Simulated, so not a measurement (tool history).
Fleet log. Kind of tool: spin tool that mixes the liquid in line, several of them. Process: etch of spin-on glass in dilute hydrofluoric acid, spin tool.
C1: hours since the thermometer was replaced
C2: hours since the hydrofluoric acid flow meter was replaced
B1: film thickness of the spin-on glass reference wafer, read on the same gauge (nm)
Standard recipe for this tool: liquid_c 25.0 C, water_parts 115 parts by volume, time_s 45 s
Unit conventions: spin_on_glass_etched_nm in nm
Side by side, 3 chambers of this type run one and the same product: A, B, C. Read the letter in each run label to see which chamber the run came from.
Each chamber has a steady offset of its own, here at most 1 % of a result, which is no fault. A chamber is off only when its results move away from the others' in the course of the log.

{"run": "1C", "hour": 5.7, "liquid_c": 25.0, "water_parts": 115, "time_s": 45, "C1": 1203.6, "C2": 1432.2, "B1": 59.991, "spin_on_glass_etched_nm": 22.624}
{"run": "2B", "hour": 8.7, "liquid_c": 25.0, "water_parts": 115, "time_s": 45, "C1": 798.4, "C2": 2029.3, "B1": 60.009, "spin_on_glass_etched_nm": 22.265}
{"run": "3A", "hour": 12.8, "liquid_c": 25.0, "water_parts": 115, "time_s": 45, "C1": 332.9, "C2": 157.2, "B1": 60.009, "spin_on_glass_etched_nm": 22.555}
{"run": "4B", "hour": 15.9, "liquid_c": 25.0, "water_parts": 115, "time_s": 45, "C1": 805.6, "C2": 2036.5, "B1": 60.001, "spin_on_glass_etched_nm": 22.648}
{"run": "5C", "hour": 19.1, "liquid_c": 25.0, "water_parts": 115, "time_s": 45, "C1": 1217.0, "C2": 1445.6, "B1": 60.02, "spin_on_glass_etched_nm": 22.383}
{"run": "6A", "hour": 22.2, "liquid_c": 25.0, "water_parts": 115, "time_s": 45, "C1": 342.3, "C2": 166.6, "B1": 59.975, "spin_on_glass_etched_nm": 22.097}
{"hour": 23.8, "done": "chamber C: thermometer replaced"}
{"run": "7B", "hour": 27.3, "liquid_c": 25.0, "water_parts": 115, "time_s": 45, "C1": 817.0, "C2": 2047.9, "B1": 60.008, "spin_on_glass_etched_nm": 22.514}
{"run": "8A", "hour": 32.5, "liquid_c": 20.5, "water_parts": 115, "time_s": 45, "C1": 352.6, "C2": 176.9, "B1": 59.986, "spin_on_glass_etched_nm": 18.726}
{"run": "9C", "hour": 36.1, "liquid_c": 20.5, "water_parts": 115, "time_s": 45, "C1": 12.3, "C2": 1462.6, "B1": 59.977, "spin_on_glass_etched_nm": 18.882}
{"run": "10C", "hour": 42.1, "liquid_c": 20.5, "water_parts": 115, "time_s": 45, "C1": 18.3, "C2": 1468.6, "B1": 60.003, "spin_on_glass_etched_nm": 18.754}
{"run": "11A", "hour": 45.7, "liquid_c": 25.0, "water_parts": 115, "time_s": 45, "C1": 365.8, "C2": 190.1, "B1": 60.013, "spin_on_glass_etched_nm": 22.57}
{"run": "12B", "hour": 51.7, "liquid_c": 25.0, "water_parts": 115, "time_s": 45, "C1": 841.4, "C2": 2072.3, "B1": 59.988, "spin_on_glass_etched_nm": 22.368}
{"run": "13A", "hour": 54.5, "liquid_c": 25.0, "water_parts": 115, "time_s": 45, "C1": 374.6, "C2": 198.9, "B1": 60.001, "spin_on_glass_etched_nm": 22.337}
{"run": "14C", "hour": 59.8, "liquid_c": 25.0, "water_parts": 115, "time_s": 45, "C1": 36.0, "C2": 1486.3, "B1": 60.009, "spin_on_glass_etched_nm": 22.441}
{"run": "15B", "hour": 64.8, "liquid_c": 25.0, "water_parts": 115, "time_s": 45, "C1": 854.5, "C2": 2085.4, "B1": 60.014, "spin_on_glass_etched_nm": 22.309}
{"run": "16A", "hour": 70.9, "liquid_c": 25.0, "water_parts": 115, "time_s": 45, "C1": 391.0, "C2": 215.3, "B1": 60.035, "spin_on_glass_etched_nm": 22.392}
{"run": "17B", "hour": 77.1, "liquid_c": 25.0, "water_parts": 115, "time_s": 45, "C1": 866.8, "C2": 2097.7, "B1": 59.971, "spin_on_glass_etched_nm": 22.408}
{"run": "18C", "hour": 83.3, "liquid_c": 25.0, "water_parts": 115, "time_s": 45, "C1": 59.5, "C2": 1509.8, "B1": 60.008, "spin_on_glass_etched_nm": 22.59}
{"run": "19C", "hour": 89.0, "liquid_c": 25.0, "water_parts": 115, "time_s": 45, "C1": 65.2, "C2": 1515.5, "B1": 60.011, "spin_on_glass_etched_nm": 22.956}
{"run": "20B", "hour": 93.0, "liquid_c": 25.0, "water_parts": 115, "time_s": 45, "C1": 882.7, "C2": 2113.6, "B1": 59.981, "spin_on_glass_etched_nm": 22.434}
{"run": "21A", "hour": 97.7, "liquid_c": 25.0, "water_parts": 115, "time_s": 45, "C1": 417.8, "C2": 242.1, "B1": 60.028, "spin_on_glass_etched_nm": 22.579}
{"run": "22C", "hour": 100.9, "liquid_c": 25.0, "water_parts": 115, "time_s": 45, "C1": 77.1, "C2": 1527.4, "B1": 60.011, "spin_on_glass_etched_nm": 22.708}
{"run": "23A", "hour": 104.7, "liquid_c": 25.0, "water_parts": 115, "time_s": 45, "C1": 424.8, "C2": 249.1, "B1": 59.993, "spin_on_glass_etched_nm": 22.423}
{"run": "24B", "hour": 110.7, "liquid_c": 25.0, "water_parts": 115, "time_s": 45, "C1": 900.4, "C2": 2131.3, "B1": 60.019, "spin_on_glass_etched_nm": 22.663}
{"run": "25B", "hour": 116.5, "liquid_c": 25.0, "water_parts": 115, "time_s": 45, "C1": 906.2, "C2": 2137.1, "B1": 59.997, "spin_on_glass_etched_nm": 22.194}
{"hour": 118.1, "done": "chamber B: hydrofluoric acid flow meter replaced"}
{"run": "26C", "hour": 120.2, "liquid_c": 25.0, "water_parts": 115, "time_s": 45, "C1": 96.4, "C2": 1546.7, "B1": 59.985, "spin_on_glass_etched_nm": 22.581}
{"run": "27A", "hour": 126.5, "liquid_c": 25.0, "water_parts": 115, "time_s": 45, "C1": 446.6, "C2": 270.9, "B1": 59.999, "spin_on_glass_etched_nm": 23.153}
{"run": "28C", "hour": 132.7, "liquid_c": 25.0, "water_parts": 115, "time_s": 45, "C1": 108.9, "C2": 1559.2, "B1": 60.006, "spin_on_glass_etched_nm": 22.549}
{"run": "29B", "hour": 138.6, "liquid_c": 25.0, "water_parts": 115, "time_s": 45, "C1": 928.3, "C2": 20.5, "B1": 59.983, "spin_on_glass_etched_nm": 22.592}
{"run": "30A", "hour": 143.0, "liquid_c": 25.0, "water_parts": 115, "time_s": 30, "C1": 463.1, "C2": 287.4, "B1": 59.979, "spin_on_glass_etched_nm": 15.58}
{"run": "31A", "hour": 146.0, "liquid_c": 25.0, "water_parts": 115, "time_s": 30, "C1": 466.1, "C2": 290.4, "B1": 59.998, "spin_on_glass_etched_nm": 15.704}
{"run": "32C", "hour": 149.0, "liquid_c": 25.0, "water_parts": 115, "time_s": 30, "C1": 125.2, "C2": 1575.5, "B1": 60.005, "spin_on_glass_etched_nm": 15.132}
{"run": "33B", "hour": 154.7, "liquid_c": 25.0, "water_parts": 115, "time_s": 45, "C1": 944.4, "C2": 36.6, "B1": 59.989, "spin_on_glass_etched_nm": 22.539}
{"run": "34B", "hour": 157.6, "liquid_c": 27.5, "water_parts": 115, "time_s": 45, "C1": 947.3, "C2": 39.5, "B1": 60.005, "spin_on_glass_etched_nm": 24.604}
{"run": "35A", "hour": 163.8, "liquid_c": 27.5, "water_parts": 115, "time_s": 45, "C1": 483.9, "C2": 308.2, "B1": 60.01, "spin_on_glass_etched_nm": 26.049}
{"run": "36C", "hour": 166.7, "liquid_c": 27.5, "water_parts": 115, "time_s": 45, "C1": 142.9, "C2": 1593.2, "B1": 59.998, "spin_on_glass_etched_nm": 24.979}
{"run": "37B", "hour": 172.8, "liquid_c": 25.0, "water_parts": 115, "time_s": 45, "C1": 962.5, "C2": 54.7, "B1": 60.018, "spin_on_glass_etched_nm": 22.343}
{"run": "38A", "hour": 178.0, "liquid_c": 25.0, "water_parts": 115, "time_s": 45, "C1": 498.1, "C2": 322.4, "B1": 59.969, "spin_on_glass_etched_nm": 24.056}
{"run": "39C", "hour": 183.5, "liquid_c": 25.0, "water_parts": 115, "time_s": 45, "C1": 159.7, "C2": 1610.0, "B1": 60.0, "spin_on_glass_etched_nm": 22.555}
{"run": "40A", "hour": 186.6, "liquid_c": 25.0, "water_parts": 115, "time_s": 45, "C1": 506.7, "C2": 331.0, "B1": 59.999, "spin_on_glass_etched_nm": 23.96}
{"run": "41B", "hour": 191.3, "liquid_c": 25.0, "water_parts": 115, "time_s": 45, "C1": 981.0, "C2": 73.2, "B1": 60.032, "spin_on_glass_etched_nm": 22.566}

Which is it: a chamber that has drifted or been left off by a service, a gauge drift common to all chambers, or only each chamber's usual small offset? If a chamber is off, name it and its likeliest cause.

Little by little, chamber A moves away from the other chambers.
Likeliest cause: liquid hotter than its thermometer reads (K) = 2.38.
The log may not separate it from: hydrofluoric acid flow above the setpoint (%).

Which of the 4 candidates below, each the usual settings with something changed and its results left as question marks, puts chamber A back in line with what the other chambers give on the usual settings?
In line means no further than this from the other chambers' mean on the usual settings: spin_on_glass_etched_nm 0.570 nm
{"run": "42A-1", "hour": 196.0, "liquid_c": 25.0, "water_parts": 100, "time_s": 45, "spin_on_glass_etched_nm": "?"}
{"run": "42A-2", "hour": 196.0, "liquid_c": 27.0, "water_parts": 115, "time_s": 45, "spin_on_glass_etched_nm": "?"}
{"run": "42A-3", "hour": 196.0, "liquid_c": 23.0, "water_parts": 115, "time_s": 45, "spin_on_glass_etched_nm": "?"}
{"run": "42A-4", "hour": 196.0, "liquid_c": 25.0, "water_parts": 120, "time_s": 40, "spin_on_glass_etched_nm": "?"}

The other chambers' mean on the usual settings: spin_on_glass_etched_nm 22.523 nm
run=42A-1 spin_on_glass_etched_nm=28.746
run=42A-2 spin_on_glass_etched_nm=26.429
run=42A-3 spin_on_glass_etched_nm=22.707
run=42A-4 spin_on_glass_etched_nm=20.749
It is 42A-3 that realigns the chamber with its peers.
